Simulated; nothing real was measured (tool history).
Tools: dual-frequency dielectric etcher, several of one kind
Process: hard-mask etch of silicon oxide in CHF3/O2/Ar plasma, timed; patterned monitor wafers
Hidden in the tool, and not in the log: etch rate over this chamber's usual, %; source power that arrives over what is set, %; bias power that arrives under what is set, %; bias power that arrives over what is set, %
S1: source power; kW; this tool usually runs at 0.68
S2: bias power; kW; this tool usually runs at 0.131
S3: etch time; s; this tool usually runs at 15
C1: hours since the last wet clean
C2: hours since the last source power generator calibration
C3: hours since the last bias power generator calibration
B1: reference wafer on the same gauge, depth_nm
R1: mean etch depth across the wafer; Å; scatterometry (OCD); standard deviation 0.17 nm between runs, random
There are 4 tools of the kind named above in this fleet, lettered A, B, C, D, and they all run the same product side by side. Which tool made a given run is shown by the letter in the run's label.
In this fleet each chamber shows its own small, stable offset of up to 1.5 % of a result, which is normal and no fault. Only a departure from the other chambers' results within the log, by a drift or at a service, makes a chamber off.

| run | hour | S1 | S2 | S3 | C1 | C2 | C3 | B1 | R1 |
|---|---|---|---|---|---|---|---|---|---|
| 1A | 10.5 | 0.68 | 0.131 | 15 | 26.4 | 3261.6 | 98.9 | 29.417 | 281.99 |
| 2D | 21.8 | 0.68 | 0.131 | 15 | 166.6 | 1717.4 | 2100.9 | 29.399 | 282.97 |
| 3B | 34.9 | 0.68 | 0.131 | 15 | 328.7 | 1930.6 | 2601.1 | 29.389 | 276.87 |
| 4C | 48.3 | 0.68 | 0.131 | 15 | 134.6 | 1310.8 | 639.2 | 29.354 | 284.61 |
| 5B | 59.2 | 0.68 | 0.131 | 15 | 353 | 1954.9 | 2625.4 | 29.418 | 278.1 |
| 6A | 68.4 | 0.68 | 0.131 | 15 | 84.3 | 3319.5 | 156.8 | 29.414 | 279.7 |
| 7D | 79.3 | 0.68 | 0.131 | 18 | 224.1 | 1774.9 | 2158.4 | 29.431 | 336.38 |
|  | 85.8 | chamber B: wet clean of the chamber |
| 8C | 90.8 | 0.68 | 0.131 | 18 | 177.1 | 1353.3 | 681.7 | 29.365 | 341.25 |
| 9C | 99.6 | 0.68 | 0.131 | 18 | 185.9 | 1362.1 | 690.5 | 29.415 | 341.63 |
| 10D | 106.1 | 0.68 | 0.131 | 18 | 250.9 | 1801.7 | 2185.2 | 29.398 | 337.1 |
| 11A | 118.9 | 0.68 | 0.131 | 15 | 134.8 | 3370 | 207.3 | 29.421 | 281.11 |
| 12B | 131.5 | 0.78 | 0.131 | 12 | 45.8 | 2027.2 | 2697.7 | 29.406 | 238.06 |
| 13C | 141.6 | 0.78 | 0.131 | 12 | 227.9 | 1404.1 | 732.5 | 29.412 | 241.07 |
| 14B | 156 | 0.78 | 0.131 | 12 | 70.3 | 2051.7 | 2722.2 | 29.401 | 236.26 |
| 15A | 163.4 | 0.78 | 0.131 | 12 | 179.3 | 3414.5 | 251.8 | 29.428 | 236.84 |
| 16D | 172.4 | 0.68 | 0.131 | 15 | 317.2 | 1868 | 2251.5 | 29.343 | 280.59 |
| 17B | 183.7 | 0.68 | 0.131 | 15 | 98 | 2079.4 | 2749.9 | 29.4 | 277.54 |
| 18C | 196.5 | 0.68 | 0.131 | 15 | 282.8 | 1459 | 787.4 | 29.381 | 283.96 |
| 19A | 206.2 | 0.68 | 0.131 | 15 | 222.1 | 3457.3 | 294.6 | 29.378 | 283.1 |
| 20D | 216 | 0.68 | 0.131 | 15 | 360.8 | 1911.6 | 2295.1 | 29.408 | 282.09 |
| 21D | 227.8 | 0.68 | 0.131 | 15 | 372.6 | 1923.4 | 2306.9 | 29.415 | 280.87 |
| 22C | 234.6 | 0.68 | 0.131 | 15 | 320.9 | 1497.1 | 825.5 | 29.407 | 283.94 |
| 23B | 246.6 | 0.68 | 0.131 | 15 | 160.9 | 2142.3 | 2812.8 | 29.365 | 276.58 |
| 24A | 255.1 | 0.68 | 0.131 | 15 | 271 | 3506.2 | 343.5 | 29.377 | 279.45 |
|  | 262.5 | chamber D: wet clean of the chamber |
| 25A | 264.7 | 0.68 | 0.131 | 15 | 280.6 | 3515.8 | 353.1 | 29.401 | 278.38 |
| 26C | 271.1 | 0.68 | 0.131 | 15 | 357.4 | 1533.6 | 862 | 29.379 | 284.2 |
| 27B | 285 | 0.68 | 0.142 | 11.5 | 199.3 | 2180.7 | 2851.2 | 29.32 | 216.37 |
| 28D | 292.9 | 0.68 | 0.142 | 11.5 | 30.5 | 1988.5 | 2372 | 29.36 | 220.49 |

Is one chamber out of step, is the gauge drifting, or do the chambers differ by no more than their own small offsets? For an off chamber, give its letter and the likeliest cause.

No chamber stands off beyond its own small offset, and the gauge holds steady.
